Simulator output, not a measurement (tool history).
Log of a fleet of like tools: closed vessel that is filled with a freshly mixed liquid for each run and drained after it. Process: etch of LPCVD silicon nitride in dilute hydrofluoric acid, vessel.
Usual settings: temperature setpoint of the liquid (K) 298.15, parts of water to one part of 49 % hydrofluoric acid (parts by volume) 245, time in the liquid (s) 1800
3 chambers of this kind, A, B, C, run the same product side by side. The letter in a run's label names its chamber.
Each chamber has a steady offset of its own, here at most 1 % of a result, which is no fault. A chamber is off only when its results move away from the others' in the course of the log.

| run | hour | temperature setpoint of the liquid (K) | parts of water to one part of 49 % hydrofluoric acid (parts by volume) | time in the liquid (s) | hours since the thermometer was replaced | hours since the hydrofluoric acid flow meter was replaced | read-back film thickness of the LPCVD silicon nitride reference wafer, read on the same gauge (nm) | thickness taken off the LPCVD silicon nitride on a monitor wafer (nm) |
|---|---|---|---|---|---|---|---|---|
| 1A | 4.7 | 298.15 | 245 | 1800 | 76.9 | 736.6 | 70.012 | 4.0925 |
| 2C | 8.6 | 298.15 | 245 | 1800 | 498.4 | 14.6 | 69.987 | 4.0571 |
| 3B | 13.3 | 298.15 | 245 | 1800 | 1880.7 | 777.6 | 69.986 | 4.0236 |
| 4C | 18.5 | 298.15 | 245 | 1800 | 508.3 | 24.5 | 69.983 | 4.1431 |
| 5A | 27.2 | 298.15 | 245 | 1800 | 99.4 | 759.1 | 70.038 | 4.0826 |
| 6B | 35.3 | 298.15 | 245 | 1800 | 1902.7 | 799.6 | 70.020 | 4.0274 |
| 7C | 43.5 | 298.15 | 245 | 1800 | 533.3 | 49.5 | 70.031 | 4.0833 |
|  | 44.8 | chamber C: thermometer replaced |
| 8B | 48.7 | 298.15 | 245 | 1800 | 1916.1 | 813.0 | 70.000 | 3.9957 |
| 9A | 55.3 | 298.15 | 245 | 1800 | 127.5 | 787.2 | 70.004 | 4.0790 |
| 10A | 62.0 | 298.15 | 245 | 1800 | 134.2 | 793.9 | 69.995 | 4.1194 |
| 11B | 67.4 | 298.15 | 245 | 1800 | 1934.8 | 831.7 | 70.004 | 4.0417 |
| 12C | 72.8 | 298.15 | 355 | 1800 | 28.1 | 78.8 | 69.966 | 2.8235 |
| 13B | 77.8 | 298.15 | 355 | 1800 | 1945.2 | 842.1 | 69.980 | 2.7667 |
| 14A | 84.3 | 298.15 | 355 | 1800 | 156.5 | 816.2 | 70.023 | 2.8257 |
| 15C | 88.6 | 298.15 | 245 | 1800 | 43.9 | 94.6 | 69.994 | 4.0745 |
| 16B | 96.9 | 298.15 | 245 | 1800 | 1964.3 | 861.2 | 70.035 | 3.9974 |
| 17A | 101.2 | 298.15 | 245 | 1800 | 173.4 | 833.1 | 70.009 | 4.1226 |
| 18C | 105.0 | 298.15 | 245 | 1800 | 60.3 | 111.0 | 69.984 | 4.0667 |
| 19C | 113.6 | 298.15 | 245 | 1800 | 68.9 | 119.6 | 69.993 | 4.0674 |
| 20A | 118.1 | 298.15 | 245 | 1800 | 190.3 | 850.0 | 70.005 | 4.2023 |
| 21B | 126.2 | 298.15 | 245 | 1800 | 1993.6 | 890.5 | 70.000 | 4.0557 |
| 22C | 131.2 | 298.15 | 245 | 1800 | 86.5 | 137.2 | 69.997 | 4.0810 |
| 23B | 139.5 | 298.15 | 245 | 1800 | 2006.9 | 903.8 | 69.986 | 4.0467 |
| 24A | 145.7 | 298.15 | 245 | 1800 | 217.9 | 877.6 | 70.013 | 4.1968 |
| 25A | 154.4 | 298.15 | 245 | 1800 | 226.6 | 886.3 | 70.011 | 4.2652 |
| 26B | 160.5 | 298.15 | 245 | 1800 | 2027.9 | 924.8 | 69.964 | 4.0284 |
| 27C | 169.3 | 298.15 | 245 | 1800 | 124.6 | 175.3 | 70.031 | 4.0869 |
| 28C | 175.0 | 298.15 | 245 | 1800 | 130.3 | 181.0 | 69.985 | 4.0866 |
| 29B | 182.1 | 298.15 | 245 | 1800 | 2049.5 | 946.4 | 69.964 | 4.0064 |
| 30A | 188.6 | 298.15 | 245 | 1800 | 260.8 | 920.5 | 70.008 | 4.2844 |
| 31B | 195.1 | 298.15 | 245 | 1800 | 2062.5 | 959.4 | 70.019 | 4.0346 |
| 32A | 202.0 | 298.15 | 245 | 1800 | 274.2 | 933.9 | 69.944 | 4.3136 |
| 33C | 205.9 | 298.15 | 245 | 1800 | 161.2 | 211.9 | 70.008 | 4.1009 |
| 34A | 213.9 | 298.15 | 245 | 1800 | 286.1 | 945.8 | 70.055 | 4.2892 |
| 35C | 221.5 | 298.15 | 245 | 1800 | 176.8 | 227.5 | 69.985 | 3.9930 |
| 36B | 226.0 | 301.65 | 245 | 1800 | 2093.4 | 990.3 | 70.003 | 5.0142 |
| 37A | 233.6 | 301.65 | 245 | 1800 | 305.8 | 965.5 | 70.028 | 5.4073 |
| 38C | 238.8 | 301.65 | 245 | 1800 | 194.1 | 244.8 | 69.982 | 5.0377 |
| 39B | 247.4 | 302.65 | 245 | 2400 | 2114.8 | 1011.7 | 69.975 | 7.1371 |
| 40A | 255.8 | 302.65 | 245 | 2400 | 328.0 | 987.7 | 69.998 | 7.6794 |
| 41B | 259.8 | 302.65 | 245 | 2400 | 2127.2 | 1024.1 | 69.982 | 6.9962 |
| 42C | 265.3 | 298.15 | 245 | 1800 | 220.6 | 271.3 | 69.982 | 4.1030 |
| 43C | 271.3 | 298.15 | 245 | 1800 | 226.6 | 277.3 | 70.027 | 4.0687 |

Is one chamber off against the others, does the gauge drift, or is nothing wrong? If a chamber is off, say which, and what the likeliest cause is.

Chamber A drifts away from the others.
Cause: hydrofluoric acid flow above the setpoint (%) = 9.07.
The log may not tell that from: liquid hotter than its thermometer reads (K).

Here are 4 candidates for chamber A's next run, each the usual settings with a change, their results left as question marks. Which one brings its results back in line with what the others give on the usual settings?
In line means no further than this from the other chambers' mean on the usual settings: thickness taken off the LPCVD silicon nitride on a monitor wafer (nm) 0.0980
| 44A-1 | 277.6 | 298.15 | 240 | 1835 |  |  |  | ? |
| 44A-2 | 277.6 | 298.15 | 255 | 1800 |  |  |  | ? |
| 44A-3 | 277.6 | 298.15 | 235 | 1895 |  |  |  | ? |
| 44A-4 | 277.6 | 298.15 | 245 | 1640 |  |  |  | ? |

The other chambers' mean on the usual settings: thickness taken off the LPCVD silicon nitride on a monitor wafer (nm) 4.0561
| run | thickness taken off the LPCVD silicon nitride on a monitor wafer (nm) |
|---|---|
| 44A-1 | 4.5956 |
| 44A-2 | 4.2411 |
| 44A-3 | 4.8474 |
| 44A-4 | 4.0228 |
44A-4 brings the chamber back in line.

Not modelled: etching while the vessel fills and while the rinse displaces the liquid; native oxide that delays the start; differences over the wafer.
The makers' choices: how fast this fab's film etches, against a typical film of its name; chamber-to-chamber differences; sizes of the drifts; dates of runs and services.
